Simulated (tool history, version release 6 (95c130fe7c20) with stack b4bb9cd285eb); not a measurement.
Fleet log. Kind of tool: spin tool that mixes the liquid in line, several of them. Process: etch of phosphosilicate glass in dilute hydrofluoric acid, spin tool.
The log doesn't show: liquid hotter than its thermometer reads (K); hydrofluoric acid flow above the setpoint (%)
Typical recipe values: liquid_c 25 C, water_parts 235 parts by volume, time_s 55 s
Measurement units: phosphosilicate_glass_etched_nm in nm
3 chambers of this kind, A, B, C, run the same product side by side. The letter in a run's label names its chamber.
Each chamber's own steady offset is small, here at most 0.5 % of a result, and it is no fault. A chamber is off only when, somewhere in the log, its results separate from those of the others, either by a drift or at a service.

| run | hour | liquid_c | water_parts | time_s | hours since the thermometer was replaced | hours since the hydrofluoric acid flow meter was replaced | read-back film thickness of the phosphosilicate glass reference wafer, read on the same gauge (nm) | phosphosilicate_glass_etched_nm |
|---|---|---|---|---|---|---|---|---|
| 1B | 9 | 25 | 235 | 55 | 1550.5 | 833.5 | 139.98 | 29.451 |
| 2C | 14.8 | 25 | 235 | 55 | 683.6 | 699.7 | 140 | 29.043 |
| 3A | 26.8 | 25 | 235 | 55 | 117.7 | 94.5 | 139.99 | 29.032 |
| 4B | 37.3 | 25 | 235 | 55 | 1578.8 | 861.8 | 140.01 | 29.269 |
| 5A | 45.7 | 25 | 235 | 55 | 136.6 | 113.4 | 139.98 | 28.913 |
| 6C | 56.1 | 25 | 235 | 55 | 724.9 | 741 | 139.99 | 29.426 |
| 7A | 64.4 | 25 | 235 | 55 | 155.3 | 132.1 | 140 | 29.195 |
|  | 67.7 | chamber B: thermometer replaced |
| 8B | 73.4 | 25 | 235 | 55 | 5.8 | 897.9 | 140.01 | 29.331 |
| 9C | 80.4 | 25 | 235 | 55 | 749.2 | 765.3 | 139.99 | 29.407 |
| 10A | 87.6 | 25 | 235 | 55 | 178.5 | 155.3 | 139.99 | 29.41 |
| 11B | 94 | 28.5 | 235 | 90 | 26.4 | 918.5 | 139.97 | 54.513 |
| 12C | 101.4 | 28.5 | 235 | 90 | 770.2 | 786.3 | 140.01 | 53.654 |
| 13A | 113.9 | 28.5 | 235 | 90 | 204.8 | 181.6 | 139.98 | 53.584 |
| 14B | 121.4 | 25 | 235 | 55 | 53.8 | 945.9 | 140.04 | 29.177 |
| 15C | 128.7 | 25 | 235 | 55 | 797.5 | 813.6 | 140 | 29.16 |
| 16C | 138.9 | 25 | 235 | 55 | 807.7 | 823.8 | 139.99 | 29.361 |
| 17B | 150.4 | 25 | 235 | 55 | 82.8 | 974.9 | 139.97 | 29.267 |
| 18A | 161.6 | 25 | 235 | 55 | 252.5 | 229.3 | 140.01 | 29.27 |
| 19A | 169.4 | 25 | 235 | 40 | 260.3 | 237.1 | 139.98 | 21.149 |
| 20C | 180.2 | 25 | 235 | 40 | 849 | 865.1 | 140.01 | 21.232 |
| 21B | 191.4 | 25 | 235 | 40 | 123.8 | 1015.9 | 140 | 21.286 |
| 22A | 204.4 | 25 | 235 | 55 | 295.3 | 272.1 | 140.03 | 29.14 |
| 23B | 217.3 | 23.5 | 235 | 55 | 149.7 | 1041.8 | 140 | 27.632 |
|  | 221.7 | chamber C: thermometer replaced |
| 24C | 225.7 | 23.5 | 235 | 55 | 4.1 | 910.6 | 140 | 27.801 |
| 25B | 238 | 23.5 | 235 | 55 | 170.4 | 1062.5 | 139.99 | 27.617 |
| 26C | 244 | 25 | 235 | 55 | 22.4 | 928.9 | 140.02 | 29.366 |
| 27A | 255.6 | 25 | 235 | 55 | 346.5 | 323.3 | 140 | 29.25 |

Next, all 3 chambers run the settings below, one line each with question marks for the results. What does each chamber give?
| 28A | 264.9 | 21 | 235 | 55 |  |  |  | ? |
| 28B | 264.9 | 21 | 235 | 55 |  |  |  | ? |
| 28C | 264.9 | 21 | 235 | 55 |  |  |  | ? |

| run | phosphosilicate_glass_etched_nm |
|---|---|
| 28A | 25.163 |
| 28B | 25.041 |
| 28C | 25.334 |
